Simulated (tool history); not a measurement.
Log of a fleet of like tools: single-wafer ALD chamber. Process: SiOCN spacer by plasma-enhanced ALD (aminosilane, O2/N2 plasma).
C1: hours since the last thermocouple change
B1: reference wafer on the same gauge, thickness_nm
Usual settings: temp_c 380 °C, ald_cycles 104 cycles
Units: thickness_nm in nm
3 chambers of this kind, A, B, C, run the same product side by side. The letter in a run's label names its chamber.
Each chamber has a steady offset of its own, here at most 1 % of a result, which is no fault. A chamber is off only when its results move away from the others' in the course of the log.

{"run": "1B", "hour": 6.2, "temp_c": 380, "ald_cycles": 104, "C1": 1369.9, "B1": 6.5199, "thickness_nm": 6.2376}
{"run": "2C", "hour": 13.5, "temp_c": 380, "ald_cycles": 104, "C1": 55.7, "B1": 6.5178, "thickness_nm": 6.266}
{"run": "3A", "hour": 21.9, "temp_c": 380, "ald_cycles": 104, "C1": 84.6, "B1": 6.5186, "thickness_nm": 6.2339}
{"run": "4B", "hour": 30.0, "temp_c": 380, "ald_cycles": 104, "C1": 1393.7, "B1": 6.5151, "thickness_nm": 6.2222}
{"run": "5C", "hour": 40.3, "temp_c": 380, "ald_cycles": 104, "C1": 82.5, "B1": 6.5168, "thickness_nm": 6.2724}
{"run": "6A", "hour": 51.6, "temp_c": 380, "ald_cycles": 104, "C1": 114.3, "B1": 6.515, "thickness_nm": 6.239}
{"run": "7C", "hour": 59.9, "temp_c": 380, "ald_cycles": 104, "C1": 102.1, "B1": 6.5143, "thickness_nm": 6.2654}
{"run": "8A", "hour": 69.7, "temp_c": 380, "ald_cycles": 104, "C1": 132.4, "B1": 6.5137, "thickness_nm": 6.2215}
{"run": "9B", "hour": 79.2, "temp_c": 380, "ald_cycles": 104, "C1": 1442.9, "B1": 6.5148, "thickness_nm": 6.2425}
{"run": "10A", "hour": 88.5, "temp_c": 380, "ald_cycles": 104, "C1": 151.2, "B1": 6.5117, "thickness_nm": 6.2365}
{"run": "11B", "hour": 98.1, "temp_c": 380, "ald_cycles": 104, "C1": 1461.8, "B1": 6.5135, "thickness_nm": 6.2339}
{"run": "12C", "hour": 109.8, "temp_c": 380, "ald_cycles": 104, "C1": 152, "B1": 6.5115, "thickness_nm": 6.2711}
{"run": "13B", "hour": 118.4, "temp_c": 380, "ald_cycles": 104, "C1": 1482.1, "B1": 6.5111, "thickness_nm": 6.2344}
{"run": "14A", "hour": 130.1, "temp_c": 380, "ald_cycles": 104, "C1": 192.8, "B1": 6.5108, "thickness_nm": 6.2287}
{"run": "15C", "hour": 136.1, "temp_c": 380, "ald_cycles": 104, "C1": 178.3, "B1": 6.5076, "thickness_nm": 6.2782}
{"run": "16C", "hour": 142.9, "temp_c": 380, "ald_cycles": 104, "C1": 185.1, "B1": 6.5091, "thickness_nm": 6.2696}
{"run": "17A", "hour": 152.8, "temp_c": 380, "ald_cycles": 104, "C1": 215.5, "B1": 6.5084, "thickness_nm": 6.2073}
{"run": "18B", "hour": 162.1, "temp_c": 380, "ald_cycles": 104, "C1": 1525.8, "B1": 6.5049, "thickness_nm": 6.23}
{"run": "19C", "hour": 171.3, "temp_c": 380, "ald_cycles": 104, "C1": 213.5, "B1": 6.5067, "thickness_nm": 6.2701}
{"run": "20B", "hour": 179.7, "temp_c": 380, "ald_cycles": 104, "C1": 1543.4, "B1": 6.5056, "thickness_nm": 6.2248}
{"run": "21A", "hour": 189.8, "temp_c": 380, "ald_cycles": 104, "C1": 252.5, "B1": 6.5051, "thickness_nm": 6.2212}
{"run": "22B", "hour": 196.6, "temp_c": 380, "ald_cycles": 104, "C1": 1560.3, "B1": 6.5031, "thickness_nm": 6.217}
{"run": "23A", "hour": 206.7, "temp_c": 380, "ald_cycles": 104, "C1": 269.4, "B1": 6.503, "thickness_nm": 6.2304}
{"run": "24C", "hour": 214.2, "temp_c": 380, "ald_cycles": 104, "C1": 256.4, "B1": 6.503, "thickness_nm": 6.2574}
{"run": "25B", "hour": 220.7, "temp_c": 380, "ald_cycles": 104, "C1": 1584.4, "B1": 6.5027, "thickness_nm": 6.214}
{"run": "26A", "hour": 231.3, "temp_c": 380, "ald_cycles": 104, "C1": 294, "B1": 6.5023, "thickness_nm": 6.2028}
{"run": "27C", "hour": 239.2, "temp_c": 380, "ald_cycles": 104, "C1": 281.4, "B1": 6.502, "thickness_nm": 6.2652}
{"run": "28C", "hour": 250.9, "temp_c": 380, "ald_cycles": 104, "C1": 293.1, "B1": 6.4981, "thickness_nm": 6.2667}
{"run": "29A", "hour": 256.1, "temp_c": 380, "ald_cycles": 111, "C1": 318.8, "B1": 6.5007, "thickness_nm": 6.6267}
{"run": "30B", "hour": 267.0, "temp_c": 380, "ald_cycles": 111, "C1": 1630.7, "B1": 6.4964, "thickness_nm": 6.6457}
{"run": "31C", "hour": 276.9, "temp_c": 380, "ald_cycles": 111, "C1": 319.1, "B1": 6.4952, "thickness_nm": 6.6702}
{"run": "32B", "hour": 284.2, "temp_c": 380, "ald_cycles": 104, "C1": 1647.9, "B1": 6.4992, "thickness_nm": 6.2211}
{"run": "33A", "hour": 295.5, "temp_c": 388, "ald_cycles": 111, "C1": 358.2, "B1": 6.4983, "thickness_nm": 6.6265}
{"run": "34C", "hour": 305.5, "temp_c": 388, "ald_cycles": 111, "C1": 347.7, "B1": 6.4932, "thickness_nm": 6.6794}
{"run": "35B", "hour": 315.1, "temp_c": 388, "ald_cycles": 111, "C1": 1678.8, "B1": 6.4946, "thickness_nm": 6.6382}
{"run": "36A", "hour": 326.3, "temp_c": 380, "ald_cycles": 104, "C1": 389, "B1": 6.494, "thickness_nm": 6.1937}
{"run": "37C", "hour": 337.9, "temp_c": 380, "ald_cycles": 104, "C1": 380.1, "B1": 6.4916, "thickness_nm": 6.2458}
{"run": "38B", "hour": 348.7, "temp_c": 380, "ald_cycles": 104, "C1": 1712.4, "B1": 6.4912, "thickness_nm": 6.1958}
{"run": "39A", "hour": 359.5, "temp_c": 380, "ald_cycles": 104, "C1": 422.2, "B1": 6.4925, "thickness_nm": 6.1967}
{"run": "40B", "hour": 367.8, "temp_c": 387, "ald_cycles": 111, "C1": 1731.5, "B1": 6.4907, "thickness_nm": 6.6297}
{"run": "41C", "hour": 375.1, "temp_c": 387, "ald_cycles": 111, "C1": 417.3, "B1": 6.4898, "thickness_nm": 6.6729}
{"run": "42A", "hour": 380.4, "temp_c": 387, "ald_cycles": 111, "C1": 443.1, "B1": 6.4892, "thickness_nm": 6.6217}
{"run": "43A", "hour": 386.9, "temp_c": 380, "ald_cycles": 104, "C1": 449.6, "B1": 6.4882, "thickness_nm": 6.1981}
{"run": "44B", "hour": 398.4, "temp_c": 380, "ald_cycles": 104, "C1": 1762.1, "B1": 6.4859, "thickness_nm": 6.202}

All 3 chambers run these settings next. Forecast each chamber's results:
{"run": "45A", "hour": 406.9, "temp_c": 380, "ald_cycles": 86, "thickness_nm": "?"}
{"run": "45B", "hour": 406.9, "temp_c": 380, "ald_cycles": 86, "thickness_nm": "?"}
{"run": "45C", "hour": 406.9, "temp_c": 380, "ald_cycles": 86, "thickness_nm": "?"}

run=45A thickness_nm=5.1163
run=45B thickness_nm=5.1335
run=45C thickness_nm=5.1733
